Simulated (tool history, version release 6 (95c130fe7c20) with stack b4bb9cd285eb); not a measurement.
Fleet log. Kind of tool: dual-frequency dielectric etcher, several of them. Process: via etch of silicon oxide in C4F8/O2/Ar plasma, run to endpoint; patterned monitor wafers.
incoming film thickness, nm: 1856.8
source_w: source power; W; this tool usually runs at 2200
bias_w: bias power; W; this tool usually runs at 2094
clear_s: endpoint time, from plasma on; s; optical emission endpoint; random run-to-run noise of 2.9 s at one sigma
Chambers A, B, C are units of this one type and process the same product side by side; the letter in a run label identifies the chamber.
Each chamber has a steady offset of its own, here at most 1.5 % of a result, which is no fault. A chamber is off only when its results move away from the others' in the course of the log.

run,day,source_w,bias_w,hours since the last wet clean,hours since the last source power generator calibration,hours since the last bias power generator calibration,clear_s
1C,0.496,2200,2094,364.5,707.3,179.5,340.69
2B,0.988,2200,2094,40.8,501.7,1084.2,356.86
3A,1.333,2200,2094,302.5,4375.1,2245.7,351.25
4B,1.817,2200,2094,60.7,521.6,1104.1,349.28
5C,2.188,2200,2094,405.1,747.9,220.1,344.31
6A,2.55,2200,2094,331.7,4404.3,2274.9,343.53
7C,2.975,2200,2094,424,766.8,239,347.82
8B,3.279,2200,2094,95.8,556.7,1139.2,352.95
9A,3.529,2200,2094,355.2,4427.8,2298.4,345.01
10A,3.8,2200,2094,361.7,4434.3,2304.9,349.3
11C,4.271,2200,2094,455.1,797.9,270.1,348.16
12B,4.529,2200,2094,125.8,586.7,1169.2,349.99
13B,4.888,2200,2094,134.4,595.3,1177.8,356.62
14C,5.258,2200,2094,478.8,821.6,293.8,349.37
15A,5.488,2200,1656,402.2,4474.8,2345.4,369.13
16B,5.992,2200,1656,160.9,621.8,1204.3,374.75
17A,6.35,2200,1656,422.9,4495.5,2366.1,364.12
18C,6.688,2200,2094,513.1,855.9,328.1,346.6
19C,6.95,2530,1664,519.4,862.2,334.4,348.95
20B,7.425,2530,1664,195.3,656.2,1238.7,357.72
21A,7.904,2530,1664,460.2,4532.8,2403.4,347.93
22A,8.15,2200,2094,466.1,4538.7,2409.3,346.58
23C,8.421,2200,2094,554.7,897.5,369.7,347.96
# day 8.638: chamber A: wet clean of the chamber
24B,8.758,2200,2094,227.3,688.2,1270.7,351.25
25A,9.175,2200,2351,12.9,4563.3,2433.9,339.64
26C,9.554,2200,2351,581.9,924.7,396.9,328.94
27B,9.996,2200,2351,257,717.9,1300.4,343.01
28B,10.488,2200,2094,268.8,729.7,1312.2,353.32
29C,10.992,2200,2478,616.4,959.2,431.4,329.34
30A,11.221,2200,2478,62,4612.4,2483,333.44

What goes on in this fleet: one chamber off, a drifting gauge, or nothing beyond the chambers' own small offsets? Name the chamber and the cause, if any.

No chamber stands off beyond its own small offset, and the gauge holds steady.
